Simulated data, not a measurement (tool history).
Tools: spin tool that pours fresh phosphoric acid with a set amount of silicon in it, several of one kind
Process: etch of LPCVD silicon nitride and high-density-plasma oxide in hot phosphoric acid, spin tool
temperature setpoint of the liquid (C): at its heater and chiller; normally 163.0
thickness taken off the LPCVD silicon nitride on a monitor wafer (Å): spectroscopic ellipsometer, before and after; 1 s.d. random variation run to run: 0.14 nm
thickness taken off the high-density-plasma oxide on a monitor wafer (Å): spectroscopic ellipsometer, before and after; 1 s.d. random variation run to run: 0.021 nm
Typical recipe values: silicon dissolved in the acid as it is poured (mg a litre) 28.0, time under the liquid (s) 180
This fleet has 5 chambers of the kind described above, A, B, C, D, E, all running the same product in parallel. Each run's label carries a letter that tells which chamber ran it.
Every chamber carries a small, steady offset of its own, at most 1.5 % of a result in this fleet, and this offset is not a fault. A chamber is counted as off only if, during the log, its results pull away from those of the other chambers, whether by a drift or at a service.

run   hour  temperature setpoint of the liquid (C)  silicon dissolved in the acid as it is poured (mg a litre)  time under the liquid (s)  hours since the thermometer was replaced  hours since the dissolved silicon flow meter was replaced  hours since the heated supply line was repaired  read-back film thickness of the LPCVD silicon nitride reference wafer, read on the same gauge (nm)  read-back film thickness of the high-density-plasma oxide reference wafer, read on the same gauge (nm)  thickness taken off the LPCVD silicon nitride on a monitor wafer (Å)  thickness taken off the high-density-plasma oxide on a monitor wafer (Å)
 1D    2.9                                   163.0                                                        28.0                        180                                    1245.1                                                     1004.4                                            440.3                                                                                              49.997                                                                                                  79.991                                                                156.30                                                                    3.9715
 2E    7.9                                   163.0                                                        28.0                        180                                     597.2                                                      817.0                                            486.0                                                                                              50.013                                                                                                  80.015                                                                154.74                                                                    3.9922
 3B   12.9                                   163.0                                                        28.0                        180                                     848.0                                                     1150.1                                           1110.7                                                                                              50.020                                                                                                  80.014                                                                155.99                                                                    4.4598
 4A   16.3                                   163.0                                                        28.0                        180                                     707.9                                                     1863.1                                            442.8                                                                                              49.998                                                                                                  80.001                                                                157.95                                                                    4.3358
 5C   21.1                                   163.0                                                        28.0                        180                                     102.8                                                      732.3                                           1572.5                                                                                              49.994                                                                                                  79.988                                                                159.64                                                                    4.1069
 6A   25.8                                   163.0                                                        28.0                        180                                     717.4                                                     1872.6                                            452.3                                                                                              49.993                                                                                                  79.998                                                                159.04                                                                    3.9148
 7D   31.8                                   163.0                                                        28.0                        180                                    1274.0                                                     1033.3                                            469.2                                                                                              49.983                                                                                                  79.998                                                                158.85                                                                    4.2365
 8E   37.5                                   163.0                                                        28.0                        180                                     626.8                                                      846.6                                            515.6                                                                                              49.994                                                                                                  80.005                                                                155.27                                                                    4.2475
 9C   41.5                                   163.0                                                        28.0                        180                                     123.2                                                      752.7                                           1592.9                                                                                              49.989                                                                                                  79.992                                                                156.83                                                                    3.9184
10B   45.2                                   163.0                                                        28.0                        180                                     880.3                                                     1182.4                                           1143.0                                                                                              49.993                                                                                                  79.998                                                                157.58                                                                    4.1260
11A   50.8                                   163.0                                                        28.0                        180                                     742.4                                                     1897.6                                            477.3                                                                                              50.033                                                                                                  80.019                                                                156.35                                                                    4.0581
12E   56.0                                   164.5                                                        28.0                        180                                     645.3                                                      865.1                                            534.1                                                                                              50.010                                                                                                  80.003                                                                163.18                                                                    4.7249
13B   62.0                                   164.5                                                        28.0                        180                                     897.1                                                     1199.2                                           1159.8                                                                                              49.998                                                                                                  80.014                                                                164.63                                                                    4.7132
14C   65.0                                   164.5                                                        28.0                        180                                     146.7                                                      776.2                                           1616.4                                                                                              50.003                                                                                                  80.007                                                                168.30                                                                    4.0008
15D   69.1                                   164.5                                                        28.0                        180                                    1311.3                                                     1070.6                                            506.5                                                                                              50.005                                                                                                  79.985                                                                167.10                                                                    4.3924
16A   72.1                                   164.5                                                        28.0                        180                                     763.7                                                     1918.9                                            498.6                                                                                              50.004                                                                                                  80.005                                                                166.46                                                                    4.1794
17D   76.1                                   163.0                                                        28.0                        180                                    1318.3                                                     1077.6                                            513.5                                                                                              49.990                                                                                                  80.001                                                                158.49                                                                    4.2301
18E   79.1                                   163.0                                                        28.0                        180                                     668.4                                                      888.2                                            557.2                                                                                              50.038                                                                                                  80.026                                                                155.70                                                                    3.9988
19B   84.5                                   163.0                                                        28.0                        180                                     919.6                                                     1221.7                                           1182.3                                                                                              50.002                                                                                                  79.991                                                                158.19                                                                    3.9707
20C   87.3                                   163.0                                                        28.0                        180                                     169.0                                                      798.5                                           1638.7                                                                                              49.994                                                                                                  80.015                                                                158.63                                                                    4.1056
21E   91.1                                   165.0                                                        21.5                        180                                     680.4                                                      900.2                                            569.2                                                                                              49.997                                                                                                  79.983                                                                168.08                                                                    5.7732
22A   96.4                                   165.0                                                        21.5                        180                                     788.0                                                     1943.2                                            522.9                                                                                              49.996                                                                                                  80.007                                                                169.07                                                                    5.6519
23D   99.1                                   165.0                                                        21.5                        180                                    1341.3                                                     1100.6                                            536.5                                                                                              50.022                                                                                                  79.999                                                                168.77                                                                    5.8389
24C  103.1                                   165.0                                                        21.5                        180                                     184.8                                                      814.3                                           1654.5                                                                                              50.016                                                                                                  80.002                                                                173.36                                                                    5.5580
25B  106.0                                   165.0                                                        21.5                        180                                     941.1                                                     1243.2                                           1203.8                                                                                              50.008                                                                                                  79.982                                                                167.97                                                                    5.9785
26A  108.9                                   163.0                                                        28.0                        180                                     800.5                                                     1955.7                                            535.4                                                                                              50.001                                                                                                  80.000                                                                156.62                                                                    4.0457
27B  111.6                                   163.0                                                        28.0                        180                                     946.7                                                     1248.8                                           1209.4                                                                                              49.973                                                                                                  79.982                                                                156.09                                                                    3.8487
     113.2  -- chamber E: heated supply line repaired
28D  115.2                                   163.0                                                        28.0                        180                                    1357.4                                                     1116.7                                            552.6                                                                                              50.005                                                                                                  79.989                                                                157.14                                                                    3.9186
29E  119.6                                   163.0                                                        28.0                        180                                     708.9                                                      928.7                                              6.4                                                                                              49.985                                                                                                  80.007                                                                154.93                                                                    4.1883
30C  124.7                                   163.0                                                        28.0                        180                                     206.4                                                      835.9                                           1676.1                                                                                              49.976                                                                                                  79.985                                                                162.84                                                                    3.5979
31D  128.6                                   163.0                                                        28.0                        180                                    1370.8                                                     1130.1                                            566.0                                                                                              50.005                                                                                                  79.987                                                                156.22                                                                    3.7382
32E  132.7                                   163.0                                                        28.0                        180                                     722.0                                                      941.8                                             19.5                                                                                              49.986                                                                                                  79.999                                                                156.45                                                                    3.8628
33B  136.9                                   163.0                                                        28.0                        180                                     972.0                                                     1274.1                                           1234.7                                                                                              49.972                                                                                                  79.991                                                                157.65                                                                    3.8581
34C  140.0                                   163.0                                                        28.0                        180                                     221.7                                                      851.2                                           1691.4                                                                                              49.986                                                                                                  80.007                                                                160.63                                                                    4.4247
35A  144.2                                   163.0                                                        28.0                        180                                     835.8                                                     1991.0                                            570.7                                                                                              49.981                                                                                                  79.995                                                                156.46                                                                    4.3213
36A  149.4                                   163.0                                                        28.0                        180                                     841.0                                                     1996.2                                            575.9                                                                                              50.004                                                                                                  80.001                                                                158.36                                                                    4.2020
37C  153.1                                   163.0                                                        28.0                        180                                     234.8                                                      864.3                                           1704.5                                                                                              49.999                                                                                                  79.995                                                                159.68                                                                    4.2724
38E  159.2                                   161.0                                                        42.5                        180                                     748.5                                                      968.3                                             46.0                                                                                              50.015                                                                                                  80.022                                                                146.70                                                                    1.7663

Next, every chamber runs the same settings. What will each give?
39A  163.5                                   165.0                                                        28.0                        180                                                                                                                                                                                                                                                                                                                                                                                                                                       ?                                                                         ?
39B  163.5                                   165.0                                                        28.0                        180                                                                                                                                                                                                                                                                                                                                                                                                                                       ?                                                                         ?
39C  163.5                                   165.0                                                        28.0                        180                                                                                                                                                                                                                                                                                                                                                                                                                                       ?                                                                         ?
39D  163.5                                   165.0                                                        28.0                        180                                                                                                                                                                                                                                                                                                                                                                                                                                       ?                                                                         ?
39E  163.5                                   165.0                                                        28.0                        180                                                                                                                                                                                                                                                                                                                                                                                                                                       ?                                                                         ?

run  thickness taken off the LPCVD silicon nitride on a monitor wafer (Å)  thickness taken off the high-density-plasma oxide on a monitor wafer (Å)
39A                                                                168.53                                                                    5.0602
39B                                                                168.67                                                                    4.5757
39C                                                                168.96                                                                    4.0840
39D                                                                168.79                                                                    4.4612
39E                                                                164.34                                                                    4.4825
